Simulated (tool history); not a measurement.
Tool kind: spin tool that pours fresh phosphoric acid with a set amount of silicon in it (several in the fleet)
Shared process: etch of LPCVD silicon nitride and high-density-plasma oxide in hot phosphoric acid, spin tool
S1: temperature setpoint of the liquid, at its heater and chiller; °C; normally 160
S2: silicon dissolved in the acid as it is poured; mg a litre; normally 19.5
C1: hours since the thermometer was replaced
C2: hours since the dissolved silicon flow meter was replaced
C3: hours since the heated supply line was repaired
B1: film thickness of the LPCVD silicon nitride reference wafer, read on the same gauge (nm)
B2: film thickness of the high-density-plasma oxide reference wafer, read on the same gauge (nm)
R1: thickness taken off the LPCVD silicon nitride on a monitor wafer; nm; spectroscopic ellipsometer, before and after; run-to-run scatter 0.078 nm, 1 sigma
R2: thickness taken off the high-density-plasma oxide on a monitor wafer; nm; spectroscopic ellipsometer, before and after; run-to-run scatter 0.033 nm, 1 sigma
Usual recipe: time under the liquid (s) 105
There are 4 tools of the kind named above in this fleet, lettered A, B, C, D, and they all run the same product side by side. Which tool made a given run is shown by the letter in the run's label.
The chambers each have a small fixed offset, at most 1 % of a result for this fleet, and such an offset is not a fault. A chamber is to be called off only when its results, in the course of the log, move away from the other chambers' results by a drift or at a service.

run 1B hour=7 | S1=160 S2=19.5 time_under_the_liquid_(s)=105 | C1=372.5 C2=14 C3=863 | B1=110.02 B2=90.002 | R1=9.0883 R2=0.089624
run 2A hour=16.7 | S1=160 S2=19.5 time_under_the_liquid_(s)=105 | C1=518.1 C2=1997.5 C3=902.3 | B1=110 B2=89.983 | R1=9.1429 R2=0.20573
run 3C hour=25.1 | S1=160 S2=19.5 time_under_the_liquid_(s)=105 | C1=976.4 C2=673.6 C3=1101.5 | B1=109.99 B2=90.024 | R1=8.9993 R2=0.17209
run 4D hour=32.2 | S1=160 S2=19.5 time_under_the_liquid_(s)=105 | C1=429.9 C2=122.3 C3=429.8 | B1=109.96 B2=90.006 | R1=8.7149 R2=0.1242
run 5D hour=44.2 | S1=160 S2=19.5 time_under_the_liquid_(s)=105 | C1=441.9 C2=134.3 C3=441.8 | B1=109.97 B2=89.942 | R1=8.9025 R2=0.16683
run 6B hour=55.9 | S1=160 S2=19.5 time_under_the_liquid_(s)=105 | C1=421.4 C2=62.9 C3=911.9 | B1=110 B2=89.999 | R1=9.0375 R2=0.19419
run 7C hour=64.8 | S1=160 S2=19.5 time_under_the_liquid_(s)=105 | C1=1016.1 C2=713.3 C3=1141.2 | B1=109.98 B2=89.989 | R1=8.9633 R2=0.12972
run 8A hour=71.5 | S1=160 S2=19.5 time_under_the_liquid_(s)=105 | C1=572.9 C2=2052.3 C3=957.1 | B1=110 B2=89.976 | R1=9.049 R2=0.17162
run 9C hour=78.4 | S1=160 S2=19.5 time_under_the_liquid_(s)=105 | C1=1029.7 C2=726.9 C3=1154.8 | B1=110.01 B2=90.01 | R1=9.0387 R2=0.15698
run 10D hour=90.7 | S1=160 S2=19.5 time_under_the_liquid_(s)=105 | C1=488.4 C2=180.8 C3=488.3 | B1=109.99 B2=90.045 | R1=8.7891 R2=0.14182
run 11A hour=102.9 | S1=160 S2=19.5 time_under_the_liquid_(s)=105 | C1=604.3 C2=2083.7 C3=988.5 | B1=109.98 B2=90.046 | R1=8.9634 R2=0.12197
run 12B hour=115.2 | S1=160 S2=19.5 time_under_the_liquid_(s)=105 | C1=480.7 C2=122.2 C3=971.2 | B1=109.98 B2=90.031 | R1=9.1045 R2=0.19931
run 13D hour=122.1 | S1=160 S2=19.5 time_under_the_liquid_(s)=105 | C1=519.8 C2=212.2 C3=519.7 | B1=109.98 B2=89.993 | R1=9.1374 R2=0.19582
run 14B hour=131.2 | S1=160 S2=19.5 time_under_the_liquid_(s)=105 | C1=496.7 C2=138.2 C3=987.2 | B1=109.98 B2=89.972 | R1=8.9766 R2=0.13024
-- hour=131.5 chamber A: thermometer replaced
run 15C hour=140.9 | S1=160 S2=5.5 time_under_the_liquid_(s)=75 | C1=1092.2 C2=789.4 C3=1217.3 | B1=110 B2=90.047 | R1=6.5251 R2=0.17953
run 16A hour=151.3 | S1=160 S2=5.5 time_under_the_liquid_(s)=75 | C1=19.8 C2=2132.1 C3=1036.9 | B1=109.97 B2=89.993 | R1=6.3508 R2=0.14156
run 17D hour=161.1 | S1=160 S2=5.5 time_under_the_liquid_(s)=75 | C1=558.8 C2=251.2 C3=558.7 | B1=109.98 B2=90.028 | R1=6.5051 R2=0.14509
run 18A hour=173.5 | S1=160 S2=5.5 time_under_the_liquid_(s)=75 | C1=42 C2=2154.3 C3=1059.1 | B1=110 B2=89.977 | R1=6.4263 R2=0.20261
run 19C hour=181.7 | S1=160 S2=19.5 time_under_the_liquid_(s)=105 | C1=1133 C2=830.2 C3=1258.1 | B1=109.97 B2=89.973 | R1=9.0102 R2=0.1303
run 20B hour=191.7 | S1=160 S2=14 time_under_the_liquid_(s)=140 | C1=557.2 C2=198.7 C3=1047.7 | B1=110.02 B2=89.995 | R1=11.978 R2=0.23527
run 21A hour=200 | S1=160 S2=14 time_under_the_liquid_(s)=140 | C1=68.5 C2=2180.8 C3=1085.6 | B1=110.02 B2=90.007 | R1=11.943 R2=0.29037
run 22C hour=207.7 | S1=160 S2=14 time_under_the_liquid_(s)=140 | C1=1159 C2=856.2 C3=1284.1 | B1=110.03 B2=90.027 | R1=11.984 R2=0.29468
run 23D hour=214.5 | S1=160 S2=14 time_under_the_liquid_(s)=140 | C1=612.2 C2=304.6 C3=612.1 | B1=109.98 B2=90.01 | R1=12.553 R2=0.28745
run 24B hour=225.9 | S1=160 S2=19.5 time_under_the_liquid_(s)=105 | C1=591.4 C2=232.9 C3=1081.9 | B1=110 B2=89.982 | R1=9.1137 R2=0.16317

Is one chamber out of step, is the gauge drifting, or do the chambers differ by no more than their own small offsets? For an off chamber, give its letter and the likeliest cause.

One chamber, D, drifts off from the rest bit by bit.
Cause: liquid hotter than its thermometer reads (K) = 1.94.

Below are 4 candidate recipes for chamber D's next run, each the usual settings with a change, their results shown as question marks. Which of them brings D's results back in line with what the other chambers give on the usual settings?
In line means no further than this from the other chambers' mean on the usual settings: R1 0.27 nm; R2 0.12 nm
run 25D-1 hour=234.7 | S1=159.5 S2=25 time_under_the_liquid_(s)=95 | R1=? R2=?
run 25D-2 hour=234.7 | S1=160 S2=22 time_under_the_liquid_(s)=100 | R1=? R2=?
run 25D-3 hour=234.7 | S1=160 S2=17 time_under_the_liquid_(s)=110 | R1=? R2=?
run 25D-4 hour=234.7 | S1=160.5 S2=14 time_under_the_liquid_(s)=115 | R1=? R2=?

On the usual settings, the other chambers give on average: R1 8.9832 nm; R2 0.1568 nm
run=25D-1 R1=8.4661 R2=0.14274
run=25D-2 R1=9.0614 R2=0.17147
run=25D-3 R1=9.9675 R2=0.21719
run=25D-4 R1=10.595 R2=0.25414
25D-2 is the one that brings the chamber's results back in line with the other chambers.
